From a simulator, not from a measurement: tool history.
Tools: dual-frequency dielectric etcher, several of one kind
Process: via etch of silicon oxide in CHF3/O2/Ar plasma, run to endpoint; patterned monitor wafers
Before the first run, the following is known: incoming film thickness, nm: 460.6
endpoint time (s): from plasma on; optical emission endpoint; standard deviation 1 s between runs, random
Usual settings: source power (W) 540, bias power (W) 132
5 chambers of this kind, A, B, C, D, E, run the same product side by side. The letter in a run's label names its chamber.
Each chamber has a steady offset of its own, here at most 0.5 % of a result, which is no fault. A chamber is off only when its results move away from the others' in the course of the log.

run	hour	source power (W)	bias power (W)	endpoint time (s)
1D	11.6	540	132	269.53
2E	20.1	540	132	267.53
3B	31.0	540	132	266.42
4C	38.7	540	132	268.50
5A	46.5	540	132	268.97
6E	52.3	470	132	285.05
7D	62.1	470	132	282.05
8A	68.0	470	132	282.89
9B	74.0	470	132	281.85
10C	84.0	470	132	285.24
11B	89.8	540	132	267.23
12D	100.0	540	132	267.43
13C	109.7	540	132	268.70
14E	116.5	540	132	269.06
# hour 124.4: chamber C: wet clean of the chamber
15A	128.6	670	132	247.28
16E	138.6	670	132	249.32
17D	147.7	670	132	245.89
18B	156.4	670	132	245.14
19A	167.9	670	132	247.01
20C	176.6	540	132	276.78
21A	185.2	540	132	268.55
# hour 195.9: chamber D: bias power generator calibrated
22D	197.1	540	132	267.44
23B	205.3	540	132	267.82
24E	212.3	540	132	268.39
25C	219.1	540	132	275.76
26C	226.1	460	154	278.49
27E	238.7	460	154	272.72
28D	247.6	460	154	272.67
29B	258.1	460	154	268.98
30A	267.8	460	154	271.90
31E	278.7	540	132	270.40
32C	285.1	540	101	298.50
33B	297.1	540	101	290.81
34A	304.6	540	101	291.70
35D	313.0	540	101	290.23
36C	322.0	540	101	298.28
37E	329.0	540	132	267.54
38B	340.7	540	132	268.53
# hour 344.6: chamber D: wet clean of the chamber
39A	346.4	540	132	268.78
40D	355.6	540	132	269.28
41D	367.0	540	132	267.53
42A	379.2	540	132	269.87
43E	389.1	540	132	268.16

Read the log: is a single chamber off, either drifting away or since a service, is the gauge that measures every chamber drifting, or is nothing wrong beyond small per-chamber offsets? Name any odd chamber and what most likely caused it.

A service on chamber C put it out of line with the rest.
Most likely cause: etch rate under this chamber's usual, % = 2.77.

Chamber C could run next with any of the 4 candidate recipes listed below; each alters the usual settings, and their results appear as question marks. Which one brings its results back in line with what the other chambers deliver on the usual settings?
Allowed miss from the other chambers' usual-settings mean, per result, to count as in line: endpoint time (s) 3.50
44C-1	398.2	500	124	?
44C-2	398.2	540	121	?
44C-3	398.2	560	136	?
44C-4	398.2	540	153	?

Usual-settings mean across the other chambers: endpoint time (s) 268.43
run	endpoint time (s)
44C-1	289.86
44C-2	283.35
44C-3	269.20
44C-4	262.82
44C-3 puts the chamber back in line with the other chambers.
